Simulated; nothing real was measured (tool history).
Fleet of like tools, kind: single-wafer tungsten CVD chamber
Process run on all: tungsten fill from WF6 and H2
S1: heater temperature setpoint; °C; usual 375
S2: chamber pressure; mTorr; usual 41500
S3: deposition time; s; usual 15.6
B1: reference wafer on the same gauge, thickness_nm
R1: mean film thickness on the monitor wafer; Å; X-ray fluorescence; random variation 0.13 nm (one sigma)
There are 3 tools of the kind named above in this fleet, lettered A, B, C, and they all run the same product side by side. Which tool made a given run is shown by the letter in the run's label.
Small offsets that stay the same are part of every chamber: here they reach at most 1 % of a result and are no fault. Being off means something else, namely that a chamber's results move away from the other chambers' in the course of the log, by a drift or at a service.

run	day	S1	S2	S3	B1	R1
1C	0.542	375	41500	15.6	37.516	326.34
2B	1.138	375	41500	15.6	37.502	326.32
3A	1.696	375	41500	15.6	37.475	326.42
4C	2.288	375	41500	15.6	37.44	325.87
5A	2.692	375	41500	15.6	37.481	324.78
# day 2.767: chamber B: thermocouple changed; heater temperature recalibrated
6B	3.258	375	41500	15.6	37.482	325.05
7C	3.571	375	41500	15.6	37.513	324.97
8A	4.133	375	41500	15.6	37.483	323.99
# day 4.6: chamber C: thermocouple changed; heater temperature recalibrated
9B	4.617	375	41500	15.6	37.542	324.49
10A	4.942	375	41500	15.6	37.496	324.82
11C	5.367	375	41500	15.6	37.5	338.46
12B	5.7	375	41500	15.6	37.503	323.77
13A	6.025	375	48500	15.6	37.503	349.59
14C	6.454	375	48500	15.6	37.512	364.24
15B	7.033	375	48500	15.6	37.53	348.36
16B	7.608	375	41500	15.6	37.491	322.02
17C	7.904	375	41500	15.6	37.518	337.49
18A	8.4	375	41500	15.6	37.475	324.81
19B	8.762	375	41500	15.6	37.462	325.24
20C	9.075	375	41500	15.6	37.532	340.35
21A	9.467	375	41500	15.6	37.512	325.92
22C	10.125	375	41500	15.6	37.473	340.85
23A	10.671	375	41500	14.1	37.489	294.17
24B	11.129	375	41500	14.1	37.544	294.2
25C	11.529	375	41500	14.1	37.515	307.58
26A	11.883	383	37100	15.6	37.516	362.82
27B	12.196	383	37100	15.6	37.478	364.41
28C	12.525	383	37100	15.6	37.494	377.93
29B	13.129	375	41500	15.6	37.534	325.69
30A	13.588	375	41500	15.6	37.524	323.9
31A	13.888	375	33900	13.2	37.519	250.15
32C	14.492	375	33900	13.2	37.515	261.25

Each of the 3 chambers runs these same settings next. Fill in every chamber's results:
33A	14.971	375	38300	15.6		?
33B	14.971	375	38300	15.6		?
33C	14.971	375	38300	15.6		?

run	R1
33A	315.95
33B	312.62
33C	327.51
